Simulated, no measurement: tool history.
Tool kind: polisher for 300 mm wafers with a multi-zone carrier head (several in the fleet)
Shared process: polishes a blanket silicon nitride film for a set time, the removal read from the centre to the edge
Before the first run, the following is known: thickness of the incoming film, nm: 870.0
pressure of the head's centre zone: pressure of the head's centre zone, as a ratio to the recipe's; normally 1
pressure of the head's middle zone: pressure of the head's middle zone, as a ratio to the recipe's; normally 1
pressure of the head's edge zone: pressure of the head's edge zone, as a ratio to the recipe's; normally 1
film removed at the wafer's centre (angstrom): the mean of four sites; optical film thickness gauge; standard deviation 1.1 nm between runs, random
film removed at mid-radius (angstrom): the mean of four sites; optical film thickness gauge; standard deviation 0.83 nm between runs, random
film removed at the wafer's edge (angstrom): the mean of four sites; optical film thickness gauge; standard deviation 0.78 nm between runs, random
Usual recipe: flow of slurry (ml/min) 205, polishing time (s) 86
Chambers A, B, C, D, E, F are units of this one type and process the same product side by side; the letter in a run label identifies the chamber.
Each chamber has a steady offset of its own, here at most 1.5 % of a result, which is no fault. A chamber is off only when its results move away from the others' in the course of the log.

run   hour  flow of slurry (ml/min)  pressure of the head's centre zone  pressure of the head's middle zone  pressure of the head's edge zone  polishing time (s)  wafers polished on this pad  hours since the slurry nozzle was cleaned  hours since the centre zone pressure was calibrated  hours since the edge zone pressure was calibrated  film removed at the wafer's centre (angstrom)  film removed at mid-radius (angstrom)  film removed at the wafer's edge (angstrom)
 1C     10                      205                                   1                                   1                                 1                  86                          526                                       14.4                                                574.3                                              473.8                                         938.92                                 926.23                                        896.2
 2E   19.6                      205                                   1                                   1                                 1                  86                         1138                                      213.1                                                148.5                                               1167                                         924.27                                  910.6                                       931.53
 3F   25.6                      205                                   1                                   1                                 1                  86                          449                                      401.4                                                312.2                                                115                                         936.25                                 926.58                                       917.06
 4B   31.6                      205                                   1                                   1                                 1                  86                          822                                      342.2                                                 80.2                                              118.6                                         908.36                                 904.97                                       902.19
 5D   41.4                      205                                   1                                   1                                 1                  86                          565                                      275.6                                                366.7                                              411.2                                          924.5                                 904.08                                        924.2
      45.6  -- chamber A: worn pad replaced by a new one
 6A   49.2                      205                                   1                                0.94                              0.94                  86                           28                                      634.4                                                158.5                                                 54                                         921.98                                 885.67                                       871.83
 7C   56.5                      205                                   1                                0.94                              0.94                  86                          886                                       60.9                                                620.8                                              520.3                                         928.55                                 861.96                                          893
      60.2  -- chamber E: worn pad replaced by a new one
 8B     66                      205                                   1                                0.94                              0.94                  86                         1088                                      376.6                                                114.6                                                153                                         907.67                                 837.91                                       883.61
      66.9  -- chamber C: worn pad replaced by a new one
      71.5  -- chamber D: worn pad replaced by a new one
 9A   73.1                      205                                   1                                0.94                              0.94                  86                          213                                      658.3                                                182.4                                               77.9                                         929.21                                 872.14                                       870.17
10D   78.2                      205                                   1                                0.94                              0.94                  86                           51                                      312.4                                                403.5                                                448                                         954.34                                 866.96                                       889.37
      79.9  -- chamber F: slurry nozzle cleaned
      80.6  -- chamber F: worn pad replaced by a new one
11F   83.3                      205                                   1                                0.94                              0.94                  86                           20                                        3.5                                                369.9                                              172.7                                         934.54                                 881.98                                       895.92
      83.5  -- chamber E: edge zone pressure recalibrated
12E   89.5                      205                                   1                                   1                                 1                  86                          227                                        283                                                218.4                                                6.1                                         914.34                                 906.34                                       905.27
13F   98.4                      205                                   1                                   1                                 1                  86                          137                                       18.6                                                  385                                              187.8                                         929.63                                  935.2                                       929.77
     101.9  -- chamber F: centre zone pressure recalibrated
14B    106                      205                                   1                                   1                                 1                  86                         1397                                      416.6                                                154.6                                                193                                         901.57                                 911.41                                       921.99
15D  111.4                      225                                   1                                   1                                 1                  76                          308                                      345.6                                                436.7                                              481.2                                         832.74                                 815.19                                       812.49
16A  116.5                      225                                   1                                   1                                 1                  76                          549                                      701.7                                                225.8                                              121.3                                         806.28                                 823.88                                       816.16
     119.4  -- chamber B: worn pad replaced by a new one
17C  125.1                      225                                   1                                   1                                 1                  76                          450                                      129.5                                                689.4                                              588.9                                         828.17                                 818.74                                        810.4
18E    130                      225                                   1                                   1                                 1                  76                          540                                      323.5                                                258.9                                               46.6                                         809.89                                 826.33                                       814.47
19F  136.5                      225                                   1                                   1                                 1                  76                          432                                       56.7                                                 34.7                                              225.9                                            745                                 825.43                                       804.41
     141.3  -- chamber A: slurry nozzle cleaned
20C    147                      225                                   1                                   1                                 1                  76                          619                                      151.4                                                711.3                                              610.8                                         842.49                                 822.07                                       818.45
21B  153.1                      205                                   1                                   1                                 1                  86                          260                                      463.7                                                201.7                                              240.1                                         911.21                                 900.63                                        913.4
22E  163.6                      205                                   1                                   1                                 1                  86                          800                                      357.1                                                292.5                                               80.2                                         923.11                                  912.7                                       917.28
23D  170.8                      205                                   1                                   1                                 1                  86                          768                                        405                                                496.1                                              540.6                                         914.27                                 916.89                                       927.84
24A  177.5                      205                                   1                                   1                              1.04                  72                         1021                                       36.3                                                286.8                                              182.3                                         765.87                                 767.96                                       764.18
     181.3  -- chamber D: worn pad replaced by a new one
     185.1  -- chamber F: worn pad replaced by a new one
25C    187                      205                                   1                                   1                              1.04                  72                          929                                      191.4                                                751.3                                              650.8                                         764.87                                 778.91                                       784.47
       188  -- chamber E: slurry nozzle cleaned
26E  193.7                      205                                   1                                   1                              1.04                  72                         1033                                        5.7                                                322.6                                              110.3                                         758.55                                 764.52                                       788.37
27D  204.2                      205                                   1                                   1                              1.04                  72                          177                                      438.4                                                529.5                                                574                                         759.56                                 781.47                                       797.39
28A    209                      205                                   1                                   1                              1.04                  72                         1264                                       67.8                                                318.3                                              213.8                                         759.84                                  771.6                                       779.66
     209.9  -- chamber E: worn pad replaced by a new one
     218.1  -- chamber A: worn pad replaced by a new one
29B  218.4                      205                                   1                                   1                              1.04                  72                          765                                        529                                                  267                                              305.4                                         754.67                                 762.86                                       788.99
     223.4  -- chamber C: worn pad replaced by a new one
30F  229.1                      205                                   1                                   1                                 1                 111                          340                                      149.3                                                127.3                                              318.5                                           1065                                 1212.9                                       1182.9
31B    238                      205                                   1                                   1                                 1                 111                          917                                      548.6                                                286.6                                                325                                         1154.2                                 1174.2                                         1185
32C  242.9                      205                                   1                                   1                                 1                 111                          151                                      247.3                                                807.2                                              706.7                                         1183.6                                 1191.6                                       1191.4
33A  253.4                      205                                   1                                   1                                 1                 111                          273                                      112.2                                                362.7                                              258.2                                         1193.1                                 1181.9                                       1195.2
     254.5  -- chamber D: slurry nozzle cleaned
34D  258.9                      205                                   1                                   1                                 1                 111                          600                                        4.5                                                584.2                                              628.7                                         1196.1                                 1184.7                                       1203.5
35F  269.5                      205                                   1                                   1                                 1                 111                          653                                      189.7                                                167.7                                              358.9                                         1056.6                                 1184.6                                       1181.1
36E  275.2                      240                                   1                                   1                                 1                 100                          505                                       87.2                                                404.1                                              191.8                                         1079.5                                 1071.5                                       1077.5
37E  284.9                      240                                   1                                   1                                 1                 100                          580                                       96.9                                                413.8                                              201.5                                         1081.5                                 1074.8                                       1096.2
38F  290.2                      240                                   1                                   1                                 1                 100                          813                                      210.4                                                188.4                                              379.6                                         985.12                                   1107                                       1074.2
     291.4  -- chamber C: slurry nozzle cleaned
     292.1  -- chamber B: worn pad replaced by a new one
39C  300.4                      240                                   1                                   1                                 1                 100                          596                                          9                                                864.7                                              764.2                                         1106.2                                 1091.9                                       1097.1
40B  306.3                      240                                   1                                   1                                 1                 100                          110                                      616.9                                                354.9                                              393.3                                           1087                                 1087.7                                       1080.7

The same settings go to every chamber for the next run, one line per chamber below. Forecast the results for each:
41A  314.1                      165                                   1                                   1                                 1                  86                                                                                                                                                                                                                              ?                                      ?                                            ?
41B  314.1                      165                                   1                                   1                                 1                  86                                                                                                                                                                                                                              ?                                      ?                                            ?
41C  314.1                      165                                   1                                   1                                 1                  86                                                                                                                                                                                                                              ?                                      ?                                            ?
41D  314.1                      165                                   1                                   1                                 1                  86                                                                                                                                                                                                                              ?                                      ?                                            ?
41E  314.1                      165                                   1                                   1                                 1                  86                                                                                                                                                                                                                              ?                                      ?                                            ?
41F  314.1                      165                                   1                                   1                                 1                  86                                                                                                                                                                                                                              ?                                      ?                                            ?

run  film removed at the wafer's centre (angstrom)  film removed at mid-radius (angstrom)  film removed at the wafer's edge (angstrom)
41A                                         875.98                                 888.05                                       897.68
41B                                          872.8                                 861.75                                       882.22
41C                                         873.97                                 894.78                                       892.18
41D                                         909.06                                 880.96                                       898.91
41E                                         874.12                                 876.99                                       908.07
41F                                         814.24                                 906.31                                       891.32
